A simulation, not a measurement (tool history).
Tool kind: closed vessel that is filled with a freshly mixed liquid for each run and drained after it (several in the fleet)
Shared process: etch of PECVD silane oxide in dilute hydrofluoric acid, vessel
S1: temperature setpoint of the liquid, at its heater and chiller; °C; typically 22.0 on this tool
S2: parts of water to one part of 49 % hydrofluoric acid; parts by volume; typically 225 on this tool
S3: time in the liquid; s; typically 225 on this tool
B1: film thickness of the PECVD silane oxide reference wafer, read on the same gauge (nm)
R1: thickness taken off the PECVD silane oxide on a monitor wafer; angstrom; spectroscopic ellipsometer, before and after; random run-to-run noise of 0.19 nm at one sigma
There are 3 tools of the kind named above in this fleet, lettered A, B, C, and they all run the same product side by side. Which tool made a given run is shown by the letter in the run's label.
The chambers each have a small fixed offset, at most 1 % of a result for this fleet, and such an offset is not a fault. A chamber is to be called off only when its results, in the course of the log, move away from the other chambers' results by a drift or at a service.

Run 1C, hour 14.6: usual settings; B1 140.00. Result: R1 262.99 angstrom.
Run 2A, hour 23.8: usual settings; B1 140.00. Result: R1 267.70 angstrom.
Run 3B, hour 34.3: usual settings; B1 140.00. Result: R1 266.06 angstrom.
Run 4B, hour 44.7: usual settings; B1 139.99. Result: R1 266.03 angstrom.
Run 5A, hour 51.1: usual settings; B1 139.99. Result: R1 267.23 angstrom.
At hour 53.5: chamber C: thermometer replaced.
Run 6C, hour 64.6: usual settings; B1 140.01. Result: R1 263.83 angstrom.
Run 7B, hour 76.7: usual settings; B1 139.99. Result: R1 261.15 angstrom.
Run 8A, hour 83.9: usual settings; B1 140.01. Result: R1 262.80 angstrom.
Run 9C, hour 95.4: usual settings; B1 139.98. Result: R1 264.39 angstrom.
Run 10C, hour 103.1: usual settings; B1 140.00. Result: R1 268.52 angstrom.
Run 11A, hour 111.2: usual settings but S2 330 parts by volume; B1 140.01. Result: R1 165.52 angstrom.
Run 12B, hour 125.8: usual settings but S2 330 parts by volume; B1 140.00. Result: R1 162.34 angstrom.
Run 13B, hour 132.9: usual settings but S2 330 parts by volume; B1 140.02. Result: R1 161.56 angstrom.
Run 14A, hour 141.3: usual settings; B1 139.98. Result: R1 266.10 angstrom.
Run 15C, hour 148.8: usual settings; B1 139.99. Result: R1 270.54 angstrom.
Run 16B, hour 160.9: usual settings; B1 140.00. Result: R1 263.49 angstrom.
Run 17A, hour 175.3: usual settings; B1 140.01. Result: R1 265.66 angstrom.
Run 18C, hour 188.3: usual settings; B1 140.00. Result: R1 266.70 angstrom.
Run 19C, hour 194.8: usual settings; B1 140.01. Result: R1 266.27 angstrom.
Run 20A, hour 208.7: usual settings; B1 139.99. Result: R1 261.42 angstrom.
Run 21B, hour 220.8: usual settings; B1 140.01. Result: R1 262.14 angstrom.
Run 22B, hour 228.0: usual settings; B1 140.01. Result: R1 263.01 angstrom.
Run 23C, hour 242.7: usual settings; B1 139.99. Result: R1 265.78 angstrom.
Run 24A, hour 251.5: usual settings; B1 140.00. Result: R1 254.08 angstrom.
Run 25C, hour 259.8: usual settings; B1 140.00. Result: R1 266.34 angstrom.
Run 26A, hour 270.5: usual settings; B1 140.01. Result: R1 251.19 angstrom.
Run 27B, hour 277.8: usual settings; B1 140.00. Result: R1 262.22 angstrom.
Run 28B, hour 291.3: usual settings; B1 140.01. Result: R1 262.78 angstrom.
Run 29A, hour 302.1: usual settings; B1 139.99. Result: R1 249.59 angstrom.
Run 30C, hour 308.9: usual settings; B1 139.98. Result: R1 266.70 angstrom.
Run 31B, hour 322.7: usual settings; B1 139.99. Result: R1 261.11 angstrom.
Run 32A, hour 332.5: usual settings; B1 140.00. Result: R1 247.90 angstrom.
Run 33C, hour 339.2: usual settings; B1 140.01. Result: R1 264.59 angstrom.
Run 34A, hour 350.3: usual settings; B1 140.01. Result: R1 247.14 angstrom.
Run 35B, hour 365.0: usual settings; B1 139.99. Result: R1 263.19 angstrom.
Run 36C, hour 371.9: usual settings; B1 139.99. Result: R1 268.22 angstrom.
Run 37B, hour 381.9: usual settings but S1 19.5 °C, S3 100 s; B1 139.99. Result: R1 106.43 angstrom.
Run 38C, hour 391.2: usual settings but S1 19.5 °C, S3 100 s; B1 139.99. Result: R1 106.32 angstrom.

Does one chamber stand apart from the rest, does the shared gauge drift, or is all well apart from small per-chamber offsets? Give the chamber and the most likely cause, where there is one.

It is chamber A that slowly wanders off from its peers.
Likeliest cause: hydrofluoric acid flow below the setpoint (%) = 7.99.
The log may not separate it from: liquid colder than its thermometer reads (K).

Here are 4 candidates for chamber A's next run, each the usual settings with a change, their results left as question marks. Which one brings its results back in line with what the others give on the usual settings?
In-line tolerance around the mean of the other chambers on the usual settings: R1 6.70 angstrom
Run 39A-1, hour 401.7: usual settings but S2 235 parts by volume, S3 215 s. Result: R1 ?.
Run 39A-2, hour 401.7: usual settings but S3 220 s. Result: R1 ?.
Run 39A-3, hour 401.7: usual settings but S3 230 s. Result: R1 ?.
Run 39A-4, hour 401.7: usual settings but S2 215 parts by volume, S3 235 s. Result: R1 ?.

What the other chambers average on the usual settings: R1 264.90 angstrom
  run      R1
39A-1  219.03
39A-2  236.47
39A-3  247.22
39A-4  267.03
The right change is 39A-4: it brings the chamber back within the allowed miss of the others.
